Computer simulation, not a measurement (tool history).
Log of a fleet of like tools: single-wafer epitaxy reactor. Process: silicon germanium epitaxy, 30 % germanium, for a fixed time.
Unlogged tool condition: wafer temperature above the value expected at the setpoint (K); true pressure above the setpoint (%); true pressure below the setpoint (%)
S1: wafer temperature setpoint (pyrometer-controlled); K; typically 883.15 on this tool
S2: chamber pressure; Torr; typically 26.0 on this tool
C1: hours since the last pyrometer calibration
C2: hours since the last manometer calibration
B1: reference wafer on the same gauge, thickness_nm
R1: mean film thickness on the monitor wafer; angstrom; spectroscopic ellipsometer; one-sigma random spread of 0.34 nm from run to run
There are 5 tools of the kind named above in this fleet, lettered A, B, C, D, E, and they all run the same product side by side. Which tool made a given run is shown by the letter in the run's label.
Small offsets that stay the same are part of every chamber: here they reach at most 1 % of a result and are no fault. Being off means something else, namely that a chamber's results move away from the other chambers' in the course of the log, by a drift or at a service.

run 1D hour=6.5 | S1=883.15 S2=26.0 | C1=1370.3 C2=688.9 | B1=88.646 | R1=779.98
run 2A hour=15.0 | S1=883.15 S2=26.0 | C1=794.8 C2=1176.1 | B1=88.620 | R1=792.11
-- hour=19.0 chamber B: capacitance manometer re-zeroed and calibrated
run 3E hour=25.8 | S1=883.15 S2=26.0 | C1=1936.3 C2=1615.9 | B1=88.644 | R1=791.61
run 4B hour=36.4 | S1=883.15 S2=26.0 | C1=716.2 C2=17.4 | B1=88.578 | R1=794.83
run 5C hour=45.5 | S1=883.15 S2=26.0 | C1=501.7 C2=61.5 | B1=88.533 | R1=776.65
run 6E hour=56.0 | S1=883.15 S2=26.0 | C1=1966.5 C2=1646.1 | B1=88.633 | R1=787.08
run 7D hour=62.8 | S1=892.15 S2=26.0 | C1=1426.6 C2=745.2 | B1=88.589 | R1=928.24
run 8A hour=68.9 | S1=892.15 S2=26.0 | C1=848.7 C2=1230.0 | B1=88.522 | R1=928.36
run 9C hour=74.0 | S1=892.15 S2=26.0 | C1=530.2 C2=90.0 | B1=88.663 | R1=915.71
run 10B hour=79.7 | S1=892.15 S2=26.0 | C1=759.5 C2=60.7 | B1=88.558 | R1=930.60
run 11C hour=86.3 | S1=892.15 S2=26.0 | C1=542.5 C2=102.3 | B1=88.602 | R1=915.75
run 12E hour=93.7 | S1=883.15 S2=26.0 | C1=2004.2 C2=1683.8 | B1=88.735 | R1=782.33
run 13A hour=101.1 | S1=883.15 S2=26.0 | C1=880.9 C2=1262.2 | B1=88.561 | R1=791.91
run 14B hour=107.3 | S1=883.15 S2=26.0 | C1=787.1 C2=88.3 | B1=88.621 | R1=787.33
run 15D hour=118.0 | S1=883.15 S2=26.0 | C1=1481.8 C2=800.4 | B1=88.581 | R1=785.44
run 16A hour=128.3 | S1=883.15 S2=26.0 | C1=908.1 C2=1289.4 | B1=88.565 | R1=787.33
run 17E hour=133.6 | S1=883.15 S2=26.0 | C1=2044.1 C2=1723.7 | B1=88.565 | R1=785.29
run 18B hour=142.3 | S1=883.15 S2=26.0 | C1=822.1 C2=123.3 | B1=88.494 | R1=790.82
run 19D hour=151.6 | S1=883.15 S2=26.0 | C1=1515.4 C2=834.0 | B1=88.657 | R1=791.86
run 20C hour=159.3 | S1=883.15 S2=26.0 | C1=615.5 C2=175.3 | B1=88.660 | R1=772.93
run 21B hour=170.1 | S1=883.15 S2=26.0 | C1=849.9 C2=151.1 | B1=88.649 | R1=794.91
run 22C hour=176.5 | S1=883.15 S2=26.0 | C1=632.7 C2=192.5 | B1=88.619 | R1=777.72
run 23D hour=186.9 | S1=883.15 S2=26.0 | C1=1550.7 C2=869.3 | B1=88.613 | R1=788.08
run 24E hour=195.2 | S1=883.15 S2=26.0 | C1=2105.7 C2=1785.3 | B1=88.582 | R1=785.80
run 25A hour=203.6 | S1=883.15 S2=26.0 | C1=983.4 C2=1364.7 | B1=88.550 | R1=798.21
run 26A hour=213.8 | S1=878.15 S2=29.4 | C1=993.6 C2=1374.9 | B1=88.690 | R1=771.87
run 27D hour=221.7 | S1=878.15 S2=29.4 | C1=1585.5 C2=904.1 | B1=88.546 | R1=755.77
run 28E hour=232.7 | S1=878.15 S2=29.4 | C1=2143.2 C2=1822.8 | B1=88.651 | R1=759.04
run 29B hour=239.9 | S1=878.15 S2=29.4 | C1=919.7 C2=220.9 | B1=88.627 | R1=752.86
run 30C hour=250.8 | S1=878.15 S2=29.4 | C1=707.0 C2=266.8 | B1=88.570 | R1=748.45
run 31A hour=261.4 | S1=883.15 S2=31.8 | C1=1041.2 C2=1422.5 | B1=88.516 | R1=875.61
run 32B hour=268.2 | S1=883.15 S2=31.8 | C1=948.0 C2=249.2 | B1=88.567 | R1=853.69
run 33E hour=275.3 | S1=883.15 S2=31.8 | C1=2185.8 C2=1865.4 | B1=88.595 | R1=855.13
run 34D hour=280.3 | S1=883.15 S2=31.8 | C1=1644.1 C2=962.7 | B1=88.584 | R1=852.08
run 35C hour=285.8 | S1=883.15 S2=31.8 | C1=742.0 C2=301.8 | B1=88.581 | R1=846.06
run 36C hour=293.8 | S1=883.15 S2=26.0 | C1=750.0 C2=309.8 | B1=88.648 | R1=779.91
run 37E hour=302.5 | S1=883.15 S2=26.0 | C1=2213.0 C2=1892.6 | B1=88.545 | R1=793.29
run 38D hour=310.3 | S1=883.15 S2=26.0 | C1=1674.1 C2=992.7 | B1=88.714 | R1=785.37
run 39B hour=318.3 | S1=883.15 S2=26.0 | C1=998.1 C2=299.3 | B1=88.649 | R1=788.66
run 40A hour=325.6 | S1=883.15 S2=31.6 | C1=1105.4 C2=1486.7 | B1=88.527 | R1=879.16
run 41A hour=331.3 | S1=883.15 S2=31.6 | C1=1111.1 C2=1492.4 | B1=88.645 | R1=871.32
run 42E hour=341.8 | S1=883.15 S2=31.6 | C1=2252.3 C2=1931.9 | B1=88.663 | R1=851.77
run 43C hour=349.2 | S1=883.15 S2=31.6 | C1=805.4 C2=365.2 | B1=88.608 | R1=850.59
run 44B hour=359.3 | S1=883.15 S2=31.6 | C1=1039.1 C2=340.3 | B1=88.644 | R1=849.85

Does one chamber stand apart from the rest, does the shared gauge drift, or is all well apart from small per-chamber offsets? Give the chamber and the most likely cause, where there is one.

Chamber A drifts away from the others.
Likeliest cause: true pressure above the setpoint (%) = 7.66.
The log might look much the same if the cause were instead: wafer temperature above the value expected at the setpoint (K).

Here are 4 candidates for chamber A's next run, each the usual settings with a change, their results left as question marks. Which one brings its results back in line with what the others give on the usual settings?
A result is in line if it is within this distance of the other chambers' mean on the usual settings: R1 12.00 angstrom
run 45A-1 hour=367.2 | S1=879.15 S2=26.0 | R1=?
run 45A-2 hour=367.2 | S1=883.15 S2=31.1 | R1=?
run 45A-3 hour=367.2 | S1=881.15 S2=25.7 | R1=?
run 45A-4 hour=367.2 | S1=885.15 S2=26.3 | R1=?

What the other chambers average on the usual settings: R1 786.85 angstrom
run=45A-1 R1=761.36
run=45A-2 R1=879.95
run=45A-3 R1=785.57
run=45A-4 R1=851.83
Change 45A-3 lands the chamber within the allowed miss of the other chambers.
